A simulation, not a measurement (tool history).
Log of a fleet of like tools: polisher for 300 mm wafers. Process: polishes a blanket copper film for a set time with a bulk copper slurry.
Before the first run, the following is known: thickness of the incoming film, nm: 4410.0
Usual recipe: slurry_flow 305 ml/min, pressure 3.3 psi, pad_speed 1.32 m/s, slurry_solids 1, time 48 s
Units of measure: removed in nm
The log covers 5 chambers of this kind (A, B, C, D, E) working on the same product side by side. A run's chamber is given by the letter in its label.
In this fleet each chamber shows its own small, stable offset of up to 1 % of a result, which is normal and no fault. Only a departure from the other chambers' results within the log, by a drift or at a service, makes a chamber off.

| run | hour | slurry_flow | pressure | pad_speed | slurry_solids | time | removed |
|---|---|---|---|---|---|---|---|
| 1B | 3.8 | 305 | 3.3 | 1.32 | 1 | 48 | 566.67 |
|  | 9.7 | chamber E: slurry blender recalibrated |
| 2D | 11.9 | 305 | 3.3 | 1.32 | 1 | 48 | 558.16 |
| 3C | 18.8 | 305 | 3.3 | 1.32 | 1 | 48 | 547.58 |
|  | 19.7 | chamber B: slurry blender recalibrated |
|  | 21.4 | chamber C: worn pad replaced by a new one |
|  | 21.5 | chamber A: worn pad replaced by a new one |
|  | 22.9 | chamber A: slurry blender recalibrated |
| 4E | 25.7 | 305 | 3.3 | 1.32 | 1 | 48 | 544.17 |
| 5A | 30.5 | 305 | 3.3 | 1.32 | 1 | 48 | 550.4 |
|  | 37.3 | chamber E: worn pad replaced by a new one |
| 6C | 37.8 | 305 | 3.3 | 1.32 | 1 | 48 | 566.29 |
| 7B | 46 | 305 | 3.3 | 1.32 | 1 | 48 | 555.1 |
|  | 47.1 | chamber B: worn pad replaced by a new one |
|  | 47.4 | chamber D: worn pad replaced by a new one |
| 8A | 54.1 | 305 | 3.3 | 1.32 | 0.8 | 48 | 523.11 |
| 9D | 60.4 | 305 | 3.3 | 1.32 | 0.8 | 48 | 504.19 |
| 10E | 66.5 | 305 | 3.3 | 1.32 | 0.8 | 48 | 523.48 |
| 11E | 72.1 | 305 | 3.3 | 1.32 | 0.8 | 48 | 517.52 |
| 12D | 76.1 | 305 | 3.3 | 1.32 | 0.8 | 48 | 541.77 |
| 13B | 81.9 | 305 | 3.3 | 1.32 | 1 | 48 | 557.57 |
| 14C | 89 | 305 | 3.3 | 1.32 | 1 | 48 | 548.95 |
| 15A | 95.1 | 255 | 2.7 | 1.32 | 1 | 48 | 431.44 |
| 16C | 101.6 | 255 | 2.7 | 1.32 | 1 | 48 | 444.33 |
|  | 102.1 | chamber C: worn pad replaced by a new one |
|  | 104.1 | chamber D: worn pad replaced by a new one |
|  | 107.6 | chamber D: slurry nozzle cleaned |
| 17E | 107.8 | 255 | 2.7 | 1.32 | 1 | 48 | 432.91 |
|  | 109 | chamber A: worn pad replaced by a new one |
|  | 111.4 | chamber E: worn pad replaced by a new one |
|  | 115.6 | chamber B: worn pad replaced by a new one |
| 18A | 116.2 | 255 | 2.7 | 1.32 | 1 | 48 | 442.74 |
| 19D | 124.9 | 255 | 2.7 | 1.32 | 1 | 48 | 448.57 |
| 20B | 132.3 | 305 | 3.3 | 1.32 | 1 | 48 | 556.44 |
| 21A | 137.1 | 305 | 3.3 | 1.32 | 1 | 48 | 553.48 |
| 22C | 145.3 | 305 | 3.3 | 1.32 | 1 | 48 | 540.45 |
| 23D | 151.3 | 305 | 3.3 | 1.32 | 1 | 48 | 544.94 |
|  | 152.1 | chamber C: head pressure recalibrated |
|  | 155.5 | chamber D: worn pad replaced by a new one |
| 24B | 158 | 305 | 3.3 | 1.32 | 1 | 48 | 553.44 |
|  | 160.7 | chamber C: slurry blender recalibrated |
| 25E | 165.5 | 305 | 3.3 | 1.32 | 1 | 48 | 548.74 |
| 26C | 171.3 | 305 | 3.3 | 1.32 | 1 | 48 | 545.65 |
| 27A | 175.4 | 305 | 3.3 | 1.32 | 1 | 48 | 545.03 |
|  | 178.1 | chamber B: worn pad replaced by a new one |
|  | 178.4 | chamber C: worn pad replaced by a new one |
|  | 179.5 | chamber B: slurry nozzle cleaned |
|  | 180.4 | chamber E: slurry blender recalibrated |
| 28E | 182.8 | 305 | 3.3 | 1.32 | 1 | 48 | 541.46 |
| 29D | 190.4 | 305 | 3.3 | 1.32 | 1 | 48 | 556.54 |
|  | 192.7 | chamber A: worn pad replaced by a new one |
|  | 196.5 | chamber E: worn pad replaced by a new one |
|  | 196.8 | chamber D: slurry blender recalibrated |
| 30B | 197.3 | 305 | 3.3 | 1.32 | 1 | 48 | 550.77 |
| 31E | 201.6 | 305 | 3.3 | 1.32 | 1 | 48 | 547.24 |
| 32D | 207.2 | 305 | 3.3 | 0.98 | 1 | 53 | 452.85 |
|  | 207.7 | chamber D: worn pad replaced by a new one |
| 33A | 211.5 | 305 | 3.3 | 0.98 | 1 | 53 | 447.33 |
| 34C | 219 | 305 | 3.3 | 0.98 | 1 | 53 | 460.11 |
| 35B | 226 | 305 | 3.3 | 0.98 | 1 | 53 | 460.22 |
|  | 228 | chamber E: head pressure recalibrated |
| 36E | 232.8 | 305 | 3.3 | 0.98 | 1 | 53 | 468.08 |
| 37D | 238.2 | 305 | 3.3 | 1.32 | 1 | 48 | 554.43 |
|  | 241.9 | chamber B: worn pad replaced by a new one |
| 38A | 242.4 | 305 | 3.3 | 1.32 | 1 | 48 | 538.96 |
| 39B | 246.2 | 305 | 3.3 | 1.32 | 1 | 48 | 562.94 |
|  | 249.5 | chamber C: worn pad replaced by a new one |
| 40C | 250.6 | 305 | 3.3 | 1.32 | 1 | 48 | 555.97 |
| 41D | 257.8 | 305 | 3.3 | 1.32 | 1 | 48 | 545.16 |
| 42C | 264.3 | 305 | 3.3 | 1.32 | 1 | 48 | 550.85 |
| 43E | 268.7 | 305 | 3.3 | 1.32 | 1 | 48 | 551.84 |
| 44A | 275.8 | 305 | 3.3 | 1.32 | 1 | 48 | 553.6 |

What goes on in this fleet: one chamber off, a drifting gauge, or nothing beyond the chambers' own small offsets? Name the chamber and the cause, if any.

The fleet is healthy, with each chamber sitting at its usual small offset and no drift in the gauge.
